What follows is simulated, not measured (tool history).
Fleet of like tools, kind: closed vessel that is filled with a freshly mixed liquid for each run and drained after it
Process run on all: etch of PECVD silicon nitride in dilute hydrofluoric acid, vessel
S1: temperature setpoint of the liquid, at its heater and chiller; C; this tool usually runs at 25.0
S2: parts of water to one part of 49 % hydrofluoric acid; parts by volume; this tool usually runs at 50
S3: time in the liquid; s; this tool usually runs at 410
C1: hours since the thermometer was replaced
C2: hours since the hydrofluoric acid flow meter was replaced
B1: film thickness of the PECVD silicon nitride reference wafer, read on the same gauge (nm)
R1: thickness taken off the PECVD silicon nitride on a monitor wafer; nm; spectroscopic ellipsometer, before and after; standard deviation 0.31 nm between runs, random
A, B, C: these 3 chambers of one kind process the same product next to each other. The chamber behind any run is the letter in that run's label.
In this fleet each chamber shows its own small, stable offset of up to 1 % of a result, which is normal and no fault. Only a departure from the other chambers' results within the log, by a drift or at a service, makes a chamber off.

run	hour	S1	S2	S3	C1	C2	B1	R1
1A	3.7	25.0	50	410	496.6	1917.2	110.02	47.212
2B	8.7	25.0	50	410	2304.1	513.1	110.01	46.873
3C	11.1	25.0	50	410	948.3	938.4	110.04	46.671
4C	15.4	25.0	50	410	952.6	942.7	110.00	46.879
5B	18.6	22.5	50	580	2314.0	523.0	110.01	56.203
6A	23.6	22.5	50	580	516.5	1937.1	109.99	56.125
7B	27.1	22.5	50	580	2322.5	531.5	110.01	56.034
8A	30.2	25.0	50	410	523.1	1943.7	109.97	47.174
9C	34.3	29.0	50	410	971.5	961.6	109.98	61.063
10B	39.0	29.0	50	410	2334.4	543.4	109.98	62.509
11C	43.5	29.0	50	410	980.7	970.8	110.01	60.813
12A	48.3	25.0	50	565	541.2	1961.8	110.00	65.115
# hour 50.3: chamber A: thermometer replaced
13C	51.6	25.0	50	565	988.8	978.9	110.02	64.749
14B	54.0	25.0	50	565	2349.4	558.4	110.00	65.395
15A	58.1	25.0	50	410	7.9	1971.6	110.00	46.796
16B	62.1	25.0	50	410	2357.5	566.5	109.99	46.913
17A	64.8	25.0	50	410	14.6	1978.3	110.01	46.810
18C	67.5	27.0	50	410	1004.7	994.8	109.98	53.674
19A	70.6	27.0	50	410	20.4	1984.1	110.02	53.122
20C	72.9	27.0	50	410	1010.1	1000.2	109.98	53.629
21B	77.4	25.0	50	410	2372.8	581.8	110.00	46.744

Read the log: is a single chamber off, either drifting away or since a service, is the gauge that measures every chamber drifting, or is nothing wrong beyond small per-chamber offsets? Name any odd chamber and what most likely caused it.

No chamber is off and the gauge is stable; the differences are just each chamber's small, constant offset.
